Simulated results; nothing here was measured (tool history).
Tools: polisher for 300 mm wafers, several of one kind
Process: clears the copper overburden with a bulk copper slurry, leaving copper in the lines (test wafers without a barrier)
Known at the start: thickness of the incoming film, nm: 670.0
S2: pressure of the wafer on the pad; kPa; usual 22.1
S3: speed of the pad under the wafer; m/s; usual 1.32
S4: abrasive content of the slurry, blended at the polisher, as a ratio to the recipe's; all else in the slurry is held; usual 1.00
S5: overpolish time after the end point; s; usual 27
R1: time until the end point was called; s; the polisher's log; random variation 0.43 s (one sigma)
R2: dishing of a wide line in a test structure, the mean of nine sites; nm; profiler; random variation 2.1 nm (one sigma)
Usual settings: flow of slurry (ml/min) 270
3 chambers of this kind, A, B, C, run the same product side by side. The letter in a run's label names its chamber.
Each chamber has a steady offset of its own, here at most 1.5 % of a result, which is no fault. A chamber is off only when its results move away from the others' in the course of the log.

Run 1A, hour 4.8: usual settings. Result: R1 44.841 s, R2 84.190 nm.
At hour 6.4: chamber C: worn pad replaced by a new one.
Run 2C, hour 9.3: usual settings. Result: R1 44.668 s, R2 85.220 nm.
Run 3B, hour 14.4: usual settings. Result: R1 45.637 s, R2 87.047 nm.
Run 4A, hour 21.1: usual settings. Result: R1 45.146 s, R2 85.960 nm.
Run 5B, hour 26.0: usual settings but S3 0.96 m/s, S5 37 s. Result: R1 60.780 s, R2 88.407 nm.
Run 6C, hour 29.9: usual settings but S3 0.96 m/s, S5 37 s. Result: R1 61.469 s, R2 84.389 nm.
Run 7A, hour 34.7: usual settings but S3 0.96 m/s, S5 37 s. Result: R1 62.908 s, R2 80.937 nm.
Run 8C, hour 39.5: usual settings. Result: R1 45.025 s, R2 84.292 nm.
Run 9B, hour 46.0: usual settings. Result: R1 44.987 s, R2 83.075 nm.
Run 10A, hour 50.8: usual settings. Result: R1 45.546 s, R2 85.066 nm.
Run 11C, hour 58.3: usual settings. Result: R1 44.636 s, R2 89.373 nm.
At hour 61.9: chamber A: worn pad replaced by a new one.
Run 12B, hour 66.1: usual settings. Result: R1 44.807 s, R2 91.275 nm.
Run 13C, hour 71.6: usual settings. Result: R1 45.279 s, R2 85.987 nm.
Run 14B, hour 77.0: usual settings. Result: R1 45.262 s, R2 87.825 nm.
Run 15A, hour 82.6: usual settings but S4 1.20, S5 39 s. Result: R1 43.142 s, R2 91.392 nm.
Run 16A, hour 88.7: usual settings but S4 1.20, S5 39 s. Result: R1 43.192 s, R2 86.530 nm.
At hour 89.1: chamber B: worn pad replaced by a new one.
Run 17C, hour 94.2: usual settings but S4 1.20, S5 39 s. Result: R1 43.815 s, R2 83.714 nm.
Run 18B, hour 100.0: usual settings but S3 0.90 m/s, S5 15 s. Result: R1 64.372 s, R2 67.391 nm.
Run 19B, hour 104.6: usual settings but S3 0.90 m/s, S5 15 s. Result: R1 64.365 s, R2 65.859 nm.
Run 20C, hour 110.9: usual settings but S3 0.90 m/s, S5 15 s. Result: R1 67.110 s, R2 66.134 nm.
At hour 111.9: chamber B: slurry blender recalibrated.
At hour 113.4: chamber B: slurry nozzle cleaned.
Run 21A, hour 117.0: usual settings. Result: R1 44.853 s, R2 85.327 nm.
Run 22C, hour 122.0: usual settings. Result: R1 44.320 s, R2 84.839 nm.
Run 23A, hour 129.2: usual settings but S4 0.75, S5 36 s. Result: R1 48.194 s, R2 86.775 nm.
At hour 133.9: chamber A: slurry blender recalibrated.
Run 24B, hour 135.6: usual settings but S4 0.75, S5 36 s. Result: R1 47.794 s, R2 91.526 nm.
At hour 138.6: chamber A: worn pad replaced by a new one.
Run 25A, hour 140.0: usual settings but S4 0.75, S5 36 s. Result: R1 47.775 s, R2 82.409 nm.
Run 26C, hour 144.6: usual settings. Result: R1 45.655 s, R2 82.951 nm.
Run 27B, hour 150.4: usual settings but S3 1.72 m/s, S4 0.90. Result: R1 35.377 s, R2 87.733 nm.
At hour 153.2: chamber C: slurry blender recalibrated.
Run 28B, hour 157.3: usual settings but S3 1.72 m/s, S4 0.90. Result: R1 34.685 s, R2 87.347 nm.
At hour 159.9: chamber C: worn pad replaced by a new one.
Run 29C, hour 163.3: usual settings but S3 1.72 m/s, S4 0.90. Result: R1 35.990 s, R2 87.990 nm.
Run 30A, hour 169.0: usual settings. Result: R1 44.747 s, R2 90.415 nm.
Run 31C, hour 174.0: usual settings. Result: R1 45.521 s, R2 86.524 nm.
Run 32B, hour 180.1: usual settings. Result: R1 44.692 s, R2 86.955 nm.
Run 33A, hour 184.8: usual settings. Result: R1 45.594 s, R2 85.055 nm.
Run 34A, hour 193.2: usual settings. Result: R1 44.743 s, R2 89.198 nm.
At hour 199.9: chamber A: worn pad replaced by a new one.
Run 35B, hour 200.7: usual settings. Result: R1 45.144 s, R2 85.393 nm.
Run 36C, hour 207.1: usual settings. Result: R1 45.116 s, R2 87.137 nm.
Run 37A, hour 211.8: usual settings. Result: R1 45.669 s, R2 85.644 nm.
Run 38B, hour 219.9: usual settings. Result: R1 45.961 s, R2 87.757 nm.
Run 39C, hour 225.2: usual settings. Result: R1 44.898 s, R2 84.463 nm.
At hour 227.8: chamber B: worn pad replaced by a new one.
Run 40C, hour 233.4: usual settings. Result: R1 45.282 s, R2 85.812 nm.
Run 41B, hour 239.0: usual settings. Result: R1 44.750 s, R2 90.915 nm.
Run 42A, hour 246.9: usual settings. Result: R1 44.762 s, R2 85.393 nm.
Run 43B, hour 255.2: usual settings. Result: R1 44.948 s, R2 86.586 nm.
Run 44C, hour 259.3: usual settings. Result: R1 46.156 s, R2 88.693 nm.

All 3 chambers run these settings next. Forecast each chamber's results:
Run 45A, hour 265.5: usual settings but flow of slurry (ml/min) 345. Result: R1 ?, R2 ?.
Run 45B, hour 265.5: usual settings but flow of slurry (ml/min) 345. Result: R1 ?, R2 ?.
Run 45C, hour 265.5: usual settings but flow of slurry (ml/min) 345. Result: R1 ?, R2 ?.

run      R1      R2
45A  43.814  87.427
45B  43.844  86.458
45C  44.164  82.961

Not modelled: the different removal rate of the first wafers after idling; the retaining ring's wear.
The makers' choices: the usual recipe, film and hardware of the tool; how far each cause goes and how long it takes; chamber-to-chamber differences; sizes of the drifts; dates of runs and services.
